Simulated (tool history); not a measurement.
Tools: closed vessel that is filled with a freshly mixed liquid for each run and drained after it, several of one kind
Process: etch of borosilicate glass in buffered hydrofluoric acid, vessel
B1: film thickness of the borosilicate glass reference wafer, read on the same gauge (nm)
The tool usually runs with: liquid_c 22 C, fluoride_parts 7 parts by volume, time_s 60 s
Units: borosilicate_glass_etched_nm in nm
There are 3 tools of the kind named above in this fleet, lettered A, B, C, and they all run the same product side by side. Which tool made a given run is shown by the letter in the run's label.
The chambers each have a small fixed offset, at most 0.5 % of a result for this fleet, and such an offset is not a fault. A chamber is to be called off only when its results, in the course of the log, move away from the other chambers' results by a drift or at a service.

{"run": "1A", "day": 0.346, "liquid_c": 22, "fluoride_parts": 7, "time_s": 60, "B1": 129.98, "borosilicate_glass_etched_nm": 92.613}
{"day": 0.733, "done": "chamber B: thermometer replaced"}
{"run": "2C", "day": 0.971, "liquid_c": 22, "fluoride_parts": 7, "time_s": 60, "B1": 129.99, "borosilicate_glass_etched_nm": 95.002}
{"run": "3B", "day": 1.321, "liquid_c": 22, "fluoride_parts": 7, "time_s": 60, "B1": 129.99, "borosilicate_glass_etched_nm": 93.343}
{"run": "4B", "day": 1.908, "liquid_c": 22, "fluoride_parts": 7, "time_s": 60, "B1": 130, "borosilicate_glass_etched_nm": 93.807}
{"run": "5A", "day": 2.542, "liquid_c": 26, "fluoride_parts": 7, "time_s": 90, "B1": 130, "borosilicate_glass_etched_nm": 173.8}
{"run": "6C", "day": 3.121, "liquid_c": 26, "fluoride_parts": 7, "time_s": 90, "B1": 129.99, "borosilicate_glass_etched_nm": 171.26}
{"run": "7B", "day": 3.621, "liquid_c": 26, "fluoride_parts": 7, "time_s": 90, "B1": 130.02, "borosilicate_glass_etched_nm": 175.67}
{"run": "8C", "day": 4.246, "liquid_c": 22, "fluoride_parts": 7, "time_s": 60, "B1": 130.02, "borosilicate_glass_etched_nm": 92.939}
{"run": "9A", "day": 4.846, "liquid_c": 22, "fluoride_parts": 7, "time_s": 60, "B1": 130, "borosilicate_glass_etched_nm": 94.157}
{"run": "10C", "day": 5.496, "liquid_c": 22, "fluoride_parts": 7, "time_s": 60, "B1": 129.99, "borosilicate_glass_etched_nm": 93.904}
{"run": "11A", "day": 6.1, "liquid_c": 22, "fluoride_parts": 7, "time_s": 60, "B1": 130.01, "borosilicate_glass_etched_nm": 93.269}
{"run": "12B", "day": 6.404, "liquid_c": 22, "fluoride_parts": 9.5, "time_s": 75, "B1": 130, "borosilicate_glass_etched_nm": 85.684}
{"run": "13C", "day": 6.821, "liquid_c": 22, "fluoride_parts": 9.5, "time_s": 75, "B1": 130.01, "borosilicate_glass_etched_nm": 85.804}
{"run": "14B", "day": 7.283, "liquid_c": 22, "fluoride_parts": 9.5, "time_s": 75, "B1": 129.98, "borosilicate_glass_etched_nm": 86.645}
{"run": "15A", "day": 7.758, "liquid_c": 22, "fluoride_parts": 7, "time_s": 60, "B1": 130, "borosilicate_glass_etched_nm": 93.955}
{"run": "16B", "day": 8.188, "liquid_c": 22, "fluoride_parts": 7, "time_s": 60, "B1": 130, "borosilicate_glass_etched_nm": 96.437}
{"day": 8.304, "done": "chamber C: thermometer replaced"}
{"run": "17C", "day": 8.796, "liquid_c": 22, "fluoride_parts": 7, "time_s": 60, "B1": 130, "borosilicate_glass_etched_nm": 94.048}
{"run": "18A", "day": 9.342, "liquid_c": 22, "fluoride_parts": 7, "time_s": 60, "B1": 129.98, "borosilicate_glass_etched_nm": 92.479}
{"run": "19B", "day": 9.808, "liquid_c": 22, "fluoride_parts": 7, "time_s": 60, "B1": 130.02, "borosilicate_glass_etched_nm": 98.144}
{"run": "20C", "day": 10.188, "liquid_c": 25, "fluoride_parts": 7, "time_s": 60, "B1": 130.01, "borosilicate_glass_etched_nm": 111.58}
{"run": "21A", "day": 10.804, "liquid_c": 25, "fluoride_parts": 7, "time_s": 60, "B1": 130.02, "borosilicate_glass_etched_nm": 111.16}
{"run": "22C", "day": 11.433, "liquid_c": 25, "fluoride_parts": 7, "time_s": 60, "B1": 130, "borosilicate_glass_etched_nm": 110.3}
{"run": "23A", "day": 11.917, "liquid_c": 22, "fluoride_parts": 7, "time_s": 60, "B1": 130.01, "borosilicate_glass_etched_nm": 94.058}
{"run": "24B", "day": 12.258, "liquid_c": 22, "fluoride_parts": 7, "time_s": 60, "B1": 129.98, "borosilicate_glass_etched_nm": 99.184}
{"run": "25A", "day": 12.867, "liquid_c": 22, "fluoride_parts": 7, "time_s": 60, "B1": 130.02, "borosilicate_glass_etched_nm": 93.282}
{"run": "26B", "day": 13.183, "liquid_c": 22, "fluoride_parts": 7, "time_s": 60, "B1": 129.98, "borosilicate_glass_etched_nm": 98.204}
{"run": "27C", "day": 13.642, "liquid_c": 22, "fluoride_parts": 7, "time_s": 60, "B1": 130.03, "borosilicate_glass_etched_nm": 94.78}
{"run": "28A", "day": 14.033, "liquid_c": 22, "fluoride_parts": 7, "time_s": 60, "B1": 129.97, "borosilicate_glass_etched_nm": 93.756}

Read the log: is a single chamber off, either drifting away or since a service, is the gauge that measures every chamber drifting, or is nothing wrong beyond small per-chamber offsets? Name any odd chamber and what most likely caused it.

One chamber, B, drifts off from the rest bit by bit.
Cause: hydrofluoric acid flow above the setpoint (%) = 7.14.
With only this log, it may be confused with: liquid hotter than its thermometer reads (K).

Here are 4 candidates for chamber B's next run, each the usual settings with a change, their results left as question marks. Which one brings its results back in line with what the others give on the usual settings?
Counts as in line when no further than this from what the other chambers average on the usual settings: borosilicate_glass_etched_nm 2.9 nm
{"run": "29B-1", "day": 14.5, "liquid_c": 21.5, "fluoride_parts": 7, "time_s": 55, "borosilicate_glass_etched_nm": "?"}
{"run": "29B-2", "day": 14.5, "liquid_c": 23, "fluoride_parts": 7, "time_s": 60, "borosilicate_glass_etched_nm": "?"}
{"run": "29B-3", "day": 14.5, "liquid_c": 22.5, "fluoride_parts": 7, "time_s": 65, "borosilicate_glass_etched_nm": "?"}
{"run": "29B-4", "day": 14.5, "liquid_c": 21, "fluoride_parts": 7, "time_s": 60, "borosilicate_glass_etched_nm": "?"}

Usual-settings mean across the other chambers: borosilicate_glass_etched_nm 93.665 nm
run=29B-1 borosilicate_glass_etched_nm=89.45
run=29B-2 borosilicate_glass_etched_nm=105.88
run=29B-3 borosilicate_glass_etched_nm=111.67
run=29B-4 borosilicate_glass_etched_nm=94.931
29B-4 brings the chamber back in line.

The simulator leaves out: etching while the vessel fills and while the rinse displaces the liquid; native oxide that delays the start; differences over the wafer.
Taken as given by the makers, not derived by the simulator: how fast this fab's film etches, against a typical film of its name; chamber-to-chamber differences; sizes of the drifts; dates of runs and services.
